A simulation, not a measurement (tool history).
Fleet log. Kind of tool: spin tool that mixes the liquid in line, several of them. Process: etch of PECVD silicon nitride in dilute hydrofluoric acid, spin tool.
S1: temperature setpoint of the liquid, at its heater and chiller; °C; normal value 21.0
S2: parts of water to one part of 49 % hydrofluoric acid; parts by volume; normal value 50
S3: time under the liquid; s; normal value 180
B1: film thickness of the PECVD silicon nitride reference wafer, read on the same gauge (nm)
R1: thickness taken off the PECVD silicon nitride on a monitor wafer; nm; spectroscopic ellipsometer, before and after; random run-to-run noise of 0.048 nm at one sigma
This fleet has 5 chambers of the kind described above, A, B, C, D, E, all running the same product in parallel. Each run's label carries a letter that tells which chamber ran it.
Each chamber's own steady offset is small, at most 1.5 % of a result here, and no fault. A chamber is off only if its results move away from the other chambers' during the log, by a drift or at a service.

run,hour,S1,S2,S3,B1,R1
1C,9.5,21.0,50,180,60.013,4.8718
2A,21.5,21.0,50,180,60.007,4.9629
3E,27.9,21.0,50,180,60.015,4.9858
4D,36.0,21.0,50,180,60.002,4.9413
5B,50.7,21.0,70,180,59.994,3.5889
6C,58.1,21.0,70,180,59.990,3.5727
7E,66.1,21.0,70,180,60.012,3.6572
8A,80.3,21.0,70,180,59.981,3.6440
9D,87.6,21.0,70,180,59.997,3.5175
10B,94.9,21.0,50,180,59.988,4.9023
11A,109.2,21.0,50,180,60.005,4.9597
12C,119.7,21.0,50,180,60.003,4.9187
13D,129.5,21.0,50,180,59.981,4.8824
14E,142.7,21.0,65,225,59.995,4.8206
15B,156.5,21.0,65,225,59.997,4.8031
16C,168.2,21.0,65,225,60.010,4.9505
17A,177.0,21.0,65,225,60.003,4.9257
18D,191.1,21.0,65,225,60.019,4.6447
19E,203.3,21.0,50,180,60.017,4.9958
20B,210.9,21.0,50,180,59.997,5.0044
21A,220.7,21.0,50,180,59.986,4.9573
22D,235.0,21.0,50,180,59.984,4.8915
# hour 238.3: chamber B: hydrofluoric acid flow meter replaced
23B,244.5,21.0,50,180,59.988,4.9339
24E,257.6,21.0,50,180,60.011,4.9103
25C,270.7,17.0,40,180,60.018,5.0782
26B,280.9,17.0,40,180,60.013,4.5935
27E,291.3,17.0,40,180,60.005,4.6644
28D,299.0,17.0,40,180,60.026,4.5624
29A,308.9,17.0,40,180,59.997,4.6559
30C,323.0,23.5,50,180,59.999,6.4358
31E,330.6,23.5,50,180,59.999,5.9778
32D,339.7,23.5,50,180,60.002,5.7241
33A,347.0,23.5,50,180,60.007,5.8781
34C,361.9,23.5,50,180,60.004,6.4897
35B,373.1,21.0,50,180,59.993,4.9123

Next, all 5 chambers run the settings below, one line each with question marks for the results. What does each chamber give?
36A,383.7,25.0,50,180,,?
36B,383.7,25.0,50,180,,?
36C,383.7,25.0,50,180,,?
36D,383.7,25.0,50,180,,?
36E,383.7,25.0,50,180,,?

run,R1
36A,6.5752
36B,6.5760
36C,7.2187
36D,6.5178
36E,6.6292
